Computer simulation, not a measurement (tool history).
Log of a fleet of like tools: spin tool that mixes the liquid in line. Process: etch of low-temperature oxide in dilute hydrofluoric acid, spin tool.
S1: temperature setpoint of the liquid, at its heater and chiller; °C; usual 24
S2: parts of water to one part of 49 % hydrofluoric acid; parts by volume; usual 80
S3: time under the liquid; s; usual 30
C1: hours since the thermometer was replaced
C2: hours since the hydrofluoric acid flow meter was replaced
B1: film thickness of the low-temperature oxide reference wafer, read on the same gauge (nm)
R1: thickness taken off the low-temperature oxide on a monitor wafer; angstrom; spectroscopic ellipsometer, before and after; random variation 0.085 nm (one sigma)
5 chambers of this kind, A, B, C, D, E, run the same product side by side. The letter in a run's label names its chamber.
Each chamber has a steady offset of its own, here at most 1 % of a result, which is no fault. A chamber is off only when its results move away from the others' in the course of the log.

| run | day | S1 | S2 | S3 | C1 | C2 | B1 | R1 |
|---|---|---|---|---|---|---|---|---|
| 1E | 0.392 | 24 | 80 | 30 | 142.7 | 301.6 | 70.021 | 86.34 |
| 2A | 0.8 | 24 | 80 | 30 | 195.1 | 2263.2 | 69.992 | 88.19 |
| 3B | 1.3 | 24 | 80 | 30 | 977.8 | 704.2 | 70.031 | 87.209 |
| 4C | 1.542 | 24 | 80 | 30 | 513.7 | 2257.8 | 69.978 | 88.314 |
| 5D | 1.975 | 24 | 65 | 15 | 219.8 | 57.9 | 70 | 55.914 |
| 6D | 2.483 | 24 | 65 | 15 | 232 | 70.1 | 70.002 | 54.167 |
| 7E | 2.792 | 24 | 65 | 15 | 200.3 | 359.2 | 70.037 | 54.523 |
| 8B | 3.033 | 24 | 65 | 15 | 1019.4 | 745.8 | 70.027 | 55.755 |
| 9C | 3.504 | 24 | 65 | 15 | 560.8 | 2304.9 | 69.949 | 55.658 |
| 10A | 3.829 | 21.5 | 65 | 30 | 267.8 | 2335.9 | 69.991 | 99.616 |
| 11E | 4.112 | 21.5 | 65 | 30 | 232 | 390.9 | 69.989 | 100.22 |
|  | 4.475 | chamber A: hydrofluoric acid flow meter replaced |
| 12A | 4.496 | 21.5 | 65 | 30 | 283.8 | 0.6 | 69.99 | 99.013 |
|  | 4.704 | chamber B: thermometer replaced |
| 13C | 4.842 | 21.5 | 65 | 30 | 592.9 | 2337 | 69.997 | 100.36 |
| 14B | 5.217 | 21.5 | 65 | 30 | 12.4 | 798.2 | 69.971 | 97.842 |
| 15D | 5.675 | 24 | 80 | 45 | 308.6 | 146.7 | 70.047 | 133.38 |
| 16A | 6.058 | 24 | 80 | 45 | 321.3 | 38.1 | 69.974 | 131.33 |
| 17B | 6.412 | 24 | 80 | 45 | 41.1 | 826.9 | 70.016 | 130.06 |
| 18E | 6.779 | 24 | 80 | 45 | 296 | 454.9 | 70.005 | 133.96 |
| 19D | 7.117 | 24 | 80 | 45 | 343.2 | 181.3 | 69.981 | 134.35 |
| 20C | 7.425 | 24 | 80 | 30 | 654.9 | 2399 | 70.011 | 87.677 |
| 21C | 7.683 | 24 | 80 | 30 | 661.1 | 2405.2 | 69.987 | 90.316 |
| 22A | 8.192 | 24 | 80 | 30 | 372.5 | 89.3 | 70.031 | 87.614 |
| 23E | 8.617 | 24 | 110 | 25 | 340.1 | 499 | 70.001 | 51.692 |
| 24B | 9.05 | 24 | 110 | 25 | 104.4 | 890.2 | 69.982 | 51.016 |
| 25D | 9.508 | 24 | 110 | 25 | 400.6 | 238.7 | 69.972 | 51.652 |
| 26C | 9.938 | 24 | 110 | 25 | 715.2 | 2459.3 | 70.044 | 51.927 |
| 27B | 10.4 | 24 | 110 | 25 | 136.8 | 922.6 | 69.983 | 50.959 |
| 28E | 10.675 | 24 | 80 | 30 | 389.5 | 548.4 | 70.01 | 90.824 |
|  | 11.054 | chamber B: hydrofluoric acid flow meter replaced |
| 29D | 11.071 | 24 | 80 | 45 | 438.1 | 276.2 | 70.038 | 130.67 |
| 30A | 11.5 | 24 | 80 | 45 | 451.9 | 168.7 | 69.981 | 133.26 |
| 31C | 11.917 | 24 | 80 | 45 | 762.7 | 2506.8 | 69.968 | 130.59 |
| 32E | 12.267 | 24 | 80 | 45 | 427.7 | 586.6 | 70.016 | 138.34 |
| 33B | 12.717 | 24 | 80 | 45 | 192.4 | 40 | 70.016 | 132.57 |
| 34D | 12.992 | 24 | 80 | 30 | 484.2 | 322.3 | 70.036 | 87.814 |

All 5 chambers run these settings next. Forecast each chamber's results:
| 35A | 13.362 | 24 | 55 | 30 |  |  |  | ? |
| 35B | 13.362 | 24 | 55 | 30 |  |  |  | ? |
| 35C | 13.362 | 24 | 55 | 30 |  |  |  | ? |
| 35D | 13.362 | 24 | 55 | 30 |  |  |  | ? |
| 35E | 13.362 | 24 | 55 | 30 |  |  |  | ? |

| run | R1 |
|---|---|
| 35A | 128.39 |
| 35B | 133.07 |
| 35C | 133 |
| 35D | 130.04 |
| 35E | 137.58 |
